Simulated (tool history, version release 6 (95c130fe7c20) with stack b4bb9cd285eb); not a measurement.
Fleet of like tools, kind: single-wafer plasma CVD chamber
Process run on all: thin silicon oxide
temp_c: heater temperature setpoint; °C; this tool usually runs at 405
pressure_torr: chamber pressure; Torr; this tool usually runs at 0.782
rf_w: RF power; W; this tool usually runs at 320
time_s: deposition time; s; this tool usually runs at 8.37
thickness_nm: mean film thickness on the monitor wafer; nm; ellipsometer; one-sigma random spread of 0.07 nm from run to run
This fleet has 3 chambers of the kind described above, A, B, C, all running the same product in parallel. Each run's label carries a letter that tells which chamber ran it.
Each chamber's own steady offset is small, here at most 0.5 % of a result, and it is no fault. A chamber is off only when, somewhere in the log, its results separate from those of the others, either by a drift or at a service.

| run | hour | temp_c | pressure_torr | rf_w | time_s | read-back reference wafer on the same gauge, thickness_nm | thickness_nm |
|---|---|---|---|---|---|---|---|
| 1B | 15 | 405 | 0.782 | 320 | 8.37 | 18.199 | 15.374 |
| 2C | 26.1 | 405 | 0.782 | 320 | 8.37 | 18.188 | 15.35 |
|  | 29.8 | chamber C: RF generator calibrated |
|  | 34.8 | chamber B: thermocouple changed; heater temperature recalibrated |
| 3A | 38.9 | 405 | 0.782 | 320 | 8.37 | 18.202 | 15.305 |
| 4B | 54.6 | 405 | 0.782 | 320 | 8.37 | 18.197 | 15.347 |
| 5A | 64.1 | 405 | 0.782 | 320 | 8.37 | 18.201 | 15.302 |
| 6C | 78.7 | 405 | 0.782 | 320 | 8.37 | 18.194 | 15.221 |
| 7C | 93.3 | 405 | 0.782 | 320 | 8.37 | 18.215 | 15.369 |
| 8A | 103.3 | 405 | 0.782 | 320 | 8.37 | 18.175 | 15.433 |
| 9B | 112.3 | 405 | 0.782 | 320 | 8.37 | 18.202 | 15.461 |
|  | 113.4 | chamber A: capacitance manometer re-zeroed and calibrated |
| 10C | 128.6 | 405 | 0.782 | 320 | 8.37 | 18.176 | 15.392 |
| 11A | 143.5 | 405 | 0.782 | 320 | 8.37 | 18.205 | 15.264 |
| 12B | 158.2 | 405 | 0.782 | 320 | 8.37 | 18.193 | 15.424 |
| 13B | 168.8 | 405 | 0.782 | 320 | 8.37 | 18.206 | 15.529 |
|  | 177.9 | chamber C: thermocouple changed; heater temperature recalibrated |
| 14A | 183.5 | 405 | 0.782 | 320 | 8.37 | 18.215 | 15.368 |
| 15C | 199.4 | 405 | 0.707 | 380 | 8.37 | 18.218 | 14.738 |
| 16A | 206.8 | 405 | 0.707 | 380 | 8.37 | 18.215 | 14.924 |
| 17C | 217.1 | 405 | 0.707 | 380 | 8.37 | 18.196 | 14.786 |
| 18B | 224.3 | 405 | 0.782 | 320 | 8.37 | 18.205 | 15.409 |
| 19A | 235.6 | 405 | 0.782 | 320 | 8.37 | 18.2 | 15.295 |
| 20B | 246 | 405 | 0.782 | 320 | 8.37 | 18.2 | 15.442 |

Next, all 3 chambers run the settings below, one line each with question marks for the results. What does each chamber give?
| 21A | 257.8 | 405 | 0.782 | 320 | 7 |  | ? |
| 21B | 257.8 | 405 | 0.782 | 320 | 7 |  | ? |
| 21C | 257.8 | 405 | 0.782 | 320 | 7 |  | ? |

| run | thickness_nm |
|---|---|
| 21A | 12.766 |
| 21B | 12.925 |
| 21C | 12.742 |
